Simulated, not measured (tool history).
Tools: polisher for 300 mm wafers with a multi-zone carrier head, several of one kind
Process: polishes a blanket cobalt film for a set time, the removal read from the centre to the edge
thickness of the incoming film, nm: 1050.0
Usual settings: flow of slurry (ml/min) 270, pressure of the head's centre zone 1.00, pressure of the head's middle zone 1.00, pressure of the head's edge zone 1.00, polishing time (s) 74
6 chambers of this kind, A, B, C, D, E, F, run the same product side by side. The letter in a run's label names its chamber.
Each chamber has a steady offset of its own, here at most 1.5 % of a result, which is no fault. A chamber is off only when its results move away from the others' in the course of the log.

| run | hour | flow of slurry (ml/min) | pressure of the head's centre zone | pressure of the head's middle zone | pressure of the head's edge zone | polishing time (s) | film removed at the wafer's centre (nm) | film removed at mid-radius (nm) | film removed at the wafer's edge (nm) |
|---|---|---|---|---|---|---|---|---|---|
|  | 1.4 | chamber C: centre zone pressure recalibrated |
| 1D | 6.4 | 270 | 1.00 | 1.00 | 1.00 | 74 | 309.66 | 307.38 | 312.68 |
| 2E | 16.7 | 270 | 1.00 | 1.00 | 1.00 | 74 | 311.17 | 310.65 | 310.97 |
| 3B | 23.9 | 270 | 1.00 | 1.00 | 1.00 | 74 | 304.24 | 313.41 | 305.05 |
|  | 29.8 | chamber D: worn pad replaced by a new one |
| 4A | 32.2 | 270 | 1.00 | 1.00 | 1.00 | 74 | 312.01 | 307.33 | 306.34 |
|  | 37.9 | chamber F: worn pad replaced by a new one |
| 5C | 42.1 | 270 | 1.00 | 1.00 | 1.00 | 74 | 309.89 | 316.79 | 303.79 |
|  | 46.5 | chamber C: worn pad replaced by a new one |
| 6F | 48.8 | 270 | 1.00 | 1.00 | 1.00 | 74 | 306.65 | 311.58 | 307.26 |
| 7F | 57.3 | 270 | 1.00 | 1.00 | 1.09 | 74 | 310.88 | 310.25 | 327.60 |
| 8E | 62.9 | 270 | 1.00 | 1.00 | 1.09 | 74 | 308.48 | 310.66 | 327.84 |
| 9D | 67.9 | 270 | 1.00 | 1.00 | 1.09 | 74 | 313.98 | 311.80 | 327.79 |
|  | 71.5 | chamber A: worn pad replaced by a new one |
| 10B | 74.3 | 270 | 1.00 | 1.00 | 1.09 | 74 | 308.19 | 309.06 | 316.91 |
|  | 76.4 | chamber E: worn pad replaced by a new one |
|  | 78.9 | chamber D: slurry nozzle cleaned |
|  | 80.6 | chamber B: worn pad replaced by a new one |
| 11C | 84.0 | 270 | 1.00 | 1.00 | 1.09 | 74 | 310.06 | 307.34 | 323.06 |
| 12A | 90.4 | 270 | 1.00 | 1.00 | 1.09 | 74 | 310.98 | 312.19 | 322.23 |
| 13B | 99.7 | 270 | 1.11 | 1.00 | 0.88 | 74 | 348.30 | 309.30 | 287.43 |
| 14E | 104.5 | 270 | 1.11 | 1.00 | 0.88 | 74 | 341.94 | 309.49 | 286.52 |
| 15C | 114.1 | 270 | 1.11 | 1.00 | 0.88 | 74 | 342.56 | 306.23 | 292.58 |
| 16A | 119.5 | 270 | 1.11 | 1.00 | 0.88 | 74 | 346.87 | 308.81 | 289.94 |
| 17D | 125.8 | 270 | 1.11 | 1.00 | 0.88 | 74 | 346.98 | 308.55 | 291.42 |
|  | 132.9 | chamber F: worn pad replaced by a new one |
| 18F | 133.0 | 270 | 1.11 | 1.00 | 0.88 | 74 | 346.48 | 310.07 | 293.89 |
|  | 136.3 | chamber B: centre zone pressure recalibrated |
| 19C | 139.2 | 270 | 1.00 | 1.00 | 1.00 | 74 | 310.92 | 307.01 | 303.56 |
|  | 141.2 | chamber C: worn pad replaced by a new one |
| 20F | 145.6 | 270 | 1.00 | 1.00 | 1.00 | 74 | 305.07 | 303.70 | 310.97 |
| 21A | 152.1 | 270 | 1.00 | 1.00 | 1.00 | 74 | 310.43 | 309.48 | 310.57 |
|  | 152.2 | chamber D: worn pad replaced by a new one |
|  | 156.5 | chamber E: worn pad replaced by a new one |
| 22D | 161.9 | 270 | 1.00 | 1.00 | 1.00 | 74 | 310.67 | 307.43 | 304.27 |
|  | 162.6 | chamber A: worn pad replaced by a new one |
| 23E | 168.9 | 270 | 1.00 | 1.00 | 1.12 | 74 | 308.95 | 313.66 | 327.45 |
| 24B | 176.3 | 270 | 1.00 | 1.00 | 1.12 | 74 | 309.00 | 299.92 | 324.99 |
|  | 185.6 | chamber B: worn pad replaced by a new one |
| 25C | 186.1 | 270 | 1.00 | 1.00 | 1.12 | 74 | 308.55 | 313.14 | 335.05 |
| 26D | 191.3 | 270 | 1.00 | 1.00 | 1.12 | 74 | 314.27 | 309.09 | 337.79 |
| 27A | 201.6 | 270 | 1.00 | 1.00 | 1.12 | 74 | 307.82 | 309.01 | 322.64 |
|  | 205.2 | chamber B: edge zone pressure recalibrated |
|  | 207.5 | chamber B: slurry nozzle cleaned |
| 28F | 208.2 | 270 | 1.00 | 1.00 | 1.12 | 74 | 296.14 | 295.39 | 326.13 |
| 29E | 213.0 | 270 | 1.00 | 1.00 | 1.00 | 74 | 306.78 | 314.93 | 313.56 |
|  | 219.7 | chamber F: worn pad replaced by a new one |
| 30B | 222.3 | 270 | 1.00 | 1.08 | 1.00 | 74 | 308.28 | 331.67 | 306.23 |
|  | 229.8 | chamber E: slurry nozzle cleaned |
| 31F | 231.5 | 270 | 1.00 | 1.08 | 1.00 | 74 | 294.87 | 313.14 | 301.70 |
|  | 232.2 | chamber E: worn pad replaced by a new one |
| 32C | 240.2 | 270 | 1.00 | 1.08 | 1.00 | 74 | 310.08 | 326.60 | 312.65 |
|  | 243.4 | chamber D: worn pad replaced by a new one |
| 33B | 246.6 | 270 | 1.00 | 1.08 | 1.00 | 74 | 302.25 | 335.16 | 308.34 |
|  | 250.6 | chamber E: edge zone pressure recalibrated |
| 34E | 252.0 | 270 | 1.00 | 1.08 | 1.00 | 74 | 310.47 | 340.45 | 304.05 |
| 35D | 259.7 | 270 | 1.00 | 1.08 | 1.00 | 74 | 314.49 | 337.17 | 312.74 |
|  | 262.0 | chamber A: worn pad replaced by a new one |
| 36A | 268.1 | 270 | 1.00 | 1.00 | 1.00 | 74 | 308.62 | 307.64 | 308.85 |
| 37D | 277.6 | 270 | 1.00 | 1.00 | 1.00 | 74 | 310.59 | 310.94 | 306.65 |

What goes on in this fleet: one chamber off, a drifting gauge, or nothing beyond the chambers' own small offsets? Name the chamber and the cause, if any.

Chamber F drifts away from the others.
Cause: slurry flow missing at the pad, % = 39.5.

Here are 4 candidates for chamber F's next run, each the usual settings with a change, their results left as question marks. Which one brings its results back in line with what the others give on the usual settings?
In line means no further than this from the other chambers' mean on the usual settings: film removed at the wafer's centre (nm) 7.70; film removed at mid-radius (nm) 12.00; film removed at the wafer's edge (nm) 13.00
| 38F-1 | 285.1 | 265 | 0.98 | 0.98 | 1.02 | 70 | ? | ? | ? |
| 38F-2 | 285.1 | 265 | 0.99 | 0.99 | 1.01 | 72 | ? | ? | ? |
| 38F-3 | 285.1 | 275 | 1.01 | 1.01 | 0.99 | 76 | ? | ? | ? |
| 38F-4 | 285.1 | 275 | 1.02 | 1.02 | 0.98 | 78 | ? | ? | ? |

The other chambers' mean on the usual settings: film removed at the wafer's centre (nm) 309.39; film removed at mid-radius (nm) 309.03; film removed at the wafer's edge (nm) 309.05
| run | film removed at the wafer's centre (nm) | film removed at mid-radius (nm) | film removed at the wafer's edge (nm) |
|---|---|---|---|
| 38F-1 | 262.18 | 265.06 | 280.97 |
| 38F-2 | 272.67 | 275.16 | 287.45 |
| 38F-3 | 296.35 | 297.71 | 301.61 |
| 38F-4 | 307.43 | 308.29 | 307.86 |
38F-4 brings the chamber back in line.
